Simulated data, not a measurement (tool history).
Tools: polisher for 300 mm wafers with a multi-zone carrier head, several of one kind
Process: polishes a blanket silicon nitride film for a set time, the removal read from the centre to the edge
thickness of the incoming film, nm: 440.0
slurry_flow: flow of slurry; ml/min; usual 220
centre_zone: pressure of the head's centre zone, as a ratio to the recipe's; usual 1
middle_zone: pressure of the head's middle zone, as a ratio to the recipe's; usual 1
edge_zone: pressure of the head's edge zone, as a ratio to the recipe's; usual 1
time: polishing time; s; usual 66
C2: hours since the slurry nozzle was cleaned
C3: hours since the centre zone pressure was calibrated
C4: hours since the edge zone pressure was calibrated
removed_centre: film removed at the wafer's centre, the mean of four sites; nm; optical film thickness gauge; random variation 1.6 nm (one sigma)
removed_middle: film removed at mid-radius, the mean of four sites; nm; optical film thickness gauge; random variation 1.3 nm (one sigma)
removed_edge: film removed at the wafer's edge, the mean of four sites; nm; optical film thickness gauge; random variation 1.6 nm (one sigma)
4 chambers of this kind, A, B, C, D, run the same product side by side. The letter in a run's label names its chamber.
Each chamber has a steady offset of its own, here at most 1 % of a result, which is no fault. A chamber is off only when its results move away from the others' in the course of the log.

At day 0.067: chamber A: worn pad replaced by a new one.
Run 1A, day 0.608: usual settings; wafers polished on this pad 118; C2 242.5; C3 240.5; C4 254.1. Result: removed_centre 136.82 nm, removed_middle 133.57 nm, removed_edge 135.79 nm.
At day 1.012: chamber D: edge zone pressure recalibrated.
Run 2D, day 1.033: usual settings; wafers polished on this pad 633; C2 211.1; C3 1282; C4 0.6. Result: removed_centre 137.16 nm, removed_middle 134.5 nm, removed_edge 135.06 nm.
At day 1.271: chamber D: slurry nozzle cleaned.
Run 3B, day 1.583: usual settings; wafers polished on this pad 603; C2 233.9; C3 109; C4 423.3. Result: removed_centre 131.8 nm, removed_middle 132.92 nm, removed_edge 135.63 nm.
Run 4C, day 2.15: usual settings; wafers polished on this pad 1051; C2 178.9; C3 471.1; C4 100.2. Result: removed_centre 133.34 nm, removed_middle 134.15 nm, removed_edge 132.59 nm.
At day 2.279: chamber C: worn pad replaced by a new one.
At day 2.483: chamber B: worn pad replaced by a new one.
Run 5A, day 2.738: usual settings; wafers polished on this pad 582; C2 293.6; C3 291.6; C4 305.2. Result: removed_centre 132.97 nm, removed_middle 135.21 nm, removed_edge 134.16 nm.
Run 6C, day 3.092: usual settings; wafers polished on this pad 177; C2 201.5; C3 493.7; C4 122.8. Result: removed_centre 132.61 nm, removed_middle 135.32 nm, removed_edge 132.85 nm.
Run 7D, day 3.471: usual settings; wafers polished on this pad 1164; C2 52.9; C3 1340.5; C4 59.1. Result: removed_centre 134.38 nm, removed_middle 136.84 nm, removed_edge 134.26 nm.
At day 3.754: chamber C: slurry nozzle cleaned.
Run 8B, day 4.008: usual settings; wafers polished on this pad 332; C2 292.1; C3 167.2; C4 481.5. Result: removed_centre 133.19 nm, removed_middle 134.55 nm, removed_edge 134.68 nm.
At day 4.417: chamber A: centre zone pressure recalibrated.
Run 9D, day 4.521: usual settings; wafers polished on this pad 1393; C2 78.1; C3 1365.7; C4 84.3. Result: removed_centre 138.06 nm, removed_middle 133.57 nm, removed_edge 133.35 nm.
At day 4.608: chamber A: worn pad replaced by a new one.
Run 10B, day 4.879: usual settings; wafers polished on this pad 522; C2 313; C3 188.1; C4 502.4. Result: removed_centre 133.75 nm, removed_middle 133.78 nm, removed_edge 136.32 nm.
Run 11A, day 5.562: usual settings; wafers polished on this pad 208; C2 361.4; C3 27.5; C4 373. Result: removed_centre 135.58 nm, removed_middle 135.23 nm, removed_edge 134.73 nm.
Run 12C, day 6.108: usual settings but centre_zone 1.1; wafers polished on this pad 835; C2 56.5; C3 566.1; C4 195.2. Result: removed_centre 148.91 nm, removed_middle 133.75 nm, removed_edge 132.91 nm.
At day 6.117: chamber B: worn pad replaced by a new one.
Run 13C, day 6.479: usual settings but centre_zone 1.1; wafers polished on this pad 916; C2 65.4; C3 575; C4 204.1. Result: removed_centre 151.1 nm, removed_middle 134.14 nm, removed_edge 131.51 nm.
At day 6.6: chamber C: centre zone pressure recalibrated.
At day 6.696: chamber C: worn pad replaced by a new one.
Run 14B, day 7.05: usual settings but centre_zone 1.1; wafers polished on this pad 204; C2 365.1; C3 240.2; C4 554.5. Result: removed_centre 148.07 nm, removed_middle 131.59 nm, removed_edge 134.44 nm.
Run 15A, day 7.358: usual settings but centre_zone 1.1; wafers polished on this pad 599; C2 404.5; C3 70.6; C4 416.1. Result: removed_centre 144.47 nm, removed_middle 134.97 nm, removed_edge 133.87 nm.
Run 16D, day 7.829: usual settings; wafers polished on this pad 2114; C2 157.5; C3 1445.1; C4 163.7. Result: removed_centre 131.51 nm, removed_middle 133.19 nm, removed_edge 130 nm.
Run 17B, day 8.304: usual settings; wafers polished on this pad 477; C2 395.2; C3 270.3; C4 584.6. Result: removed_centre 134.15 nm, removed_middle 132.31 nm, removed_edge 136.04 nm.
Run 18A, day 8.85: usual settings; wafers polished on this pad 924; C2 440.3; C3 106.4; C4 451.9. Result: removed_centre 131.82 nm, removed_middle 133.62 nm, removed_edge 131.08 nm.
Run 19C, day 9.462: usual settings; wafers polished on this pad 603; C2 137; C3 68.8; C4 275.7. Result: removed_centre 132.99 nm, removed_middle 132.57 nm, removed_edge 134.92 nm.
At day 9.733: chamber B: worn pad replaced by a new one.
At day 9.892: chamber A: worn pad replaced by a new one.
Run 20D, day 9.925: usual settings; wafers polished on this pad 2571; C2 207.8; C3 1495.4; C4 214. Result: removed_centre 132.1 nm, removed_middle 130.79 nm, removed_edge 129.24 nm.
At day 10.204: chamber D: slurry nozzle cleaned.
Run 21D, day 10.333: usual settings; wafers polished on this pad 2660; C2 3.2; C3 1505.2; C4 223.8. Result: removed_centre 131.47 nm, removed_middle 128.27 nm, removed_edge 127.59 nm.
Run 22B, day 10.992: usual settings; wafers polished on this pad 274; C2 459.7; C3 334.8; C4 649.1. Result: removed_centre 133.76 nm, removed_middle 133.39 nm, removed_edge 135.42 nm.
Run 23A, day 11.604: usual settings; wafers polished on this pad 373; C2 506.4; C3 172.5; C4 518. Result: removed_centre 132.31 nm, removed_middle 132.77 nm, removed_edge 133.51 nm.
Run 24C, day 11.904: usual settings; wafers polished on this pad 1135; C2 195.6; C3 127.4; C4 334.3. Result: removed_centre 134.79 nm, removed_middle 133.3 nm, removed_edge 133.74 nm.
At day 12.267: chamber C: worn pad replaced by a new one.
Run 25C, day 12.412: usual settings; wafers polished on this pad 31; C2 207.8; C3 139.6; C4 346.5. Result: removed_centre 133.84 nm, removed_middle 132.6 nm, removed_edge 133.34 nm.
Run 26B, day 13.083: usual settings; wafers polished on this pad 730; C2 509.9; C3 385; C4 699.3. Result: removed_centre 135.36 nm, removed_middle 133.2 nm, removed_edge 136.58 nm.
Run 27A, day 13.671: usual settings; wafers polished on this pad 823; C2 556; C3 222.1; C4 567.6. Result: removed_centre 132.6 nm, removed_middle 134.44 nm, removed_edge 133.54 nm.
Run 28D, day 13.979: usual settings; wafers polished on this pad 3455; C2 90.7; C3 1592.7; C4 311.3. Result: removed_centre 124.95 nm, removed_middle 125.14 nm, removed_edge 123.91 nm.
At day 14.067: chamber C: slurry nozzle cleaned.
At day 14.35: chamber B: worn pad replaced by a new one.
Run 29C, day 14.646: usual settings; wafers polished on this pad 518; C2 14; C3 193.2; C4 400.1. Result: removed_centre 134.86 nm, removed_middle 132.74 nm, removed_edge 131.19 nm.
Run 30D, day 14.946: usual settings; wafers polished on this pad 3665; C2 113.9; C3 1615.9; C4 334.5. Result: removed_centre 123.56 nm, removed_middle 121.51 nm, removed_edge 123.14 nm.
At day 15.083: chamber D: centre zone pressure recalibrated.
Run 31A, day 15.317: usual settings; wafers polished on this pad 1182; C2 595.5; C3 261.6; C4 607.1. Result: removed_centre 132.96 nm, removed_middle 133.72 nm, removed_edge 136.35 nm.
Run 32B, day 15.871: usual settings; wafers polished on this pad 331; C2 576.8; C3 451.9; C4 766.2. Result: removed_centre 131.24 nm, removed_middle 134.56 nm, removed_edge 134.41 nm.
Run 33C, day 16.379: usual settings but middle_zone 1.11, time 87 s; wafers polished on this pad 896; C2 55.6; C3 234.8; C4 441.7. Result: removed_centre 177.86 nm, removed_middle 193.76 nm, removed_edge 175.68 nm.
Run 34D, day 16.796: usual settings but middle_zone 1.11, time 87 s; wafers polished on this pad 4069; C2 158.3; C3 41.2; C4 378.9. Result: removed_centre 163.89 nm, removed_middle 180.66 nm, removed_edge 160.38 nm.

All 4 chambers run these settings next. Forecast each chamber's results:
Run 35A, day 17.292: usual settings but slurry_flow 160 ml/min. Result: removed_centre ?, removed_middle ?, removed_edge ?.
Run 35B, day 17.292: usual settings but slurry_flow 160 ml/min. Result: removed_centre ?, removed_middle ?, removed_edge ?.
Run 35C, day 17.292: usual settings but slurry_flow 160 ml/min. Result: removed_centre ?, removed_middle ?, removed_edge ?.
Run 35D, day 17.292: usual settings but slurry_flow 160 ml/min. Result: removed_centre ?, removed_middle ?, removed_edge ?.

run  removed_centre  removed_middle  removed_edge
35A          125.32          128.18        128.95
35B          126.75          127.54        131.18
35C          126.35          129.33        126.04
35D           116.4          115.29        117.28
